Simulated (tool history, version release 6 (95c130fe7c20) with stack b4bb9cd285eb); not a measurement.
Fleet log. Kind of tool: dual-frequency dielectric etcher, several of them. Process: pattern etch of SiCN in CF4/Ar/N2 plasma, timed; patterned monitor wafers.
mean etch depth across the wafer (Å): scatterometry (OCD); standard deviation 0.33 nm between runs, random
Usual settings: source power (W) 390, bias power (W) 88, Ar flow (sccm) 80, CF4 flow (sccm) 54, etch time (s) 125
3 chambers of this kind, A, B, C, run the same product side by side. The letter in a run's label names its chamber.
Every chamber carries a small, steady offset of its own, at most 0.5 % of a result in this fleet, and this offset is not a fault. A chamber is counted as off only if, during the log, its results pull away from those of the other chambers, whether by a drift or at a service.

run	hour	source power (W)	bias power (W)	Ar flow (sccm)	CF4 flow (sccm)	etch time (s)	read-back reference wafer on the same gauge, depth_nm	mean etch depth across the wafer (Å)
1B	4	390	88	80	54	125	100.93	1014.8
2C	6.8	390	88	80	54	125	100.94	1023
3A	9.6	390	88	80	54	125	100.97	1014
4B	12.7	390	88	80	54	125	101	1010.2
5C	17.4	390	88	95	54	125	101.01	991.88
6A	23	390	88	95	54	125	100.94	985.11
7B	27.8	390	88	95	54	125	100.91	981.03
8A	30.5	390	88	80	54	125	101.03	1015.9
9C	35.7	390	88	80	54	125	100.98	1017.2
10C	40.1	390	88	80	54	125	100.98	1015.5
11A	45.6	390	88	80	54	125	100.98	1020.1
12B	49.2	390	88	80	54	148	100.98	1190.1
13C	54	390	88	80	54	148	101.01	1209.6
14A	58.2	390	88	80	54	148	100.99	1201.5
# hour 59.3: chamber B: source power generator calibrated
15B	60.8	390	88	80	54	125	100.96	980.46
16B	66.3	390	106	80	54	125	100.94	1050
17A	72.3	390	106	80	54	125	100.99	1089.7
18C	77.4	390	106	80	54	125	100.92	1093.6
19C	80.9	390	88	80	54	125	101.03	1019
20B	85.6	390	88	80	54	125	101.05	977.9
21A	89.5	390	88	80	54	125	101	1012.2
22C	94.6	390	88	80	54	125	101	1017.9
23A	99.9	390	88	80	54	125	100.9	1021.5
24B	104	390	88	80	54	125	101.1	983.79
25C	106.9	390	88	80	54	125	100.93	1014.3
26B	110.3	390	88	80	54	125	100.96	978.16
27A	113.4	390	88	80	54	125	101.01	1024.1
28A	117.4	390	88	80	54	125	100.98	1016.6
# hour 120.9: chamber A: CF4 flow controller replaced
29B	122.1	390	88	80	54	125	100.98	982.32
30C	126.6	390	88	80	54	125	101.03	1017.3
31B	130.4	390	88	80	54	125	100.95	983.22
32C	136.5	390	88	80	54	125	100.98	1013.6
33A	141.1	390	88	80	54	125	101.03	1012.8
34B	146.8	390	88	80	54	125	100.99	989.5
35A	149.8	390	88	66	54	125	100.99	1037.8
36C	154.9	390	88	66	54	125	101.02	1044
37B	157.9	390	88	66	54	125	101.05	1002.5
38A	163.9	390	88	80	54	125	101.05	1016.2
39C	167.3	390	88	80	54	125	100.96	1018.8

Predict what each chamber gives when all 3 of them run the settings below next.
40A	171.7	390	88	62	54	125		?
40B	171.7	390	88	62	54	125		?
40C	171.7	390	88	62	54	125		?

run	mean etch depth across the wafer (Å)
40A	1054.1
40B	1021.5
40C	1055.9
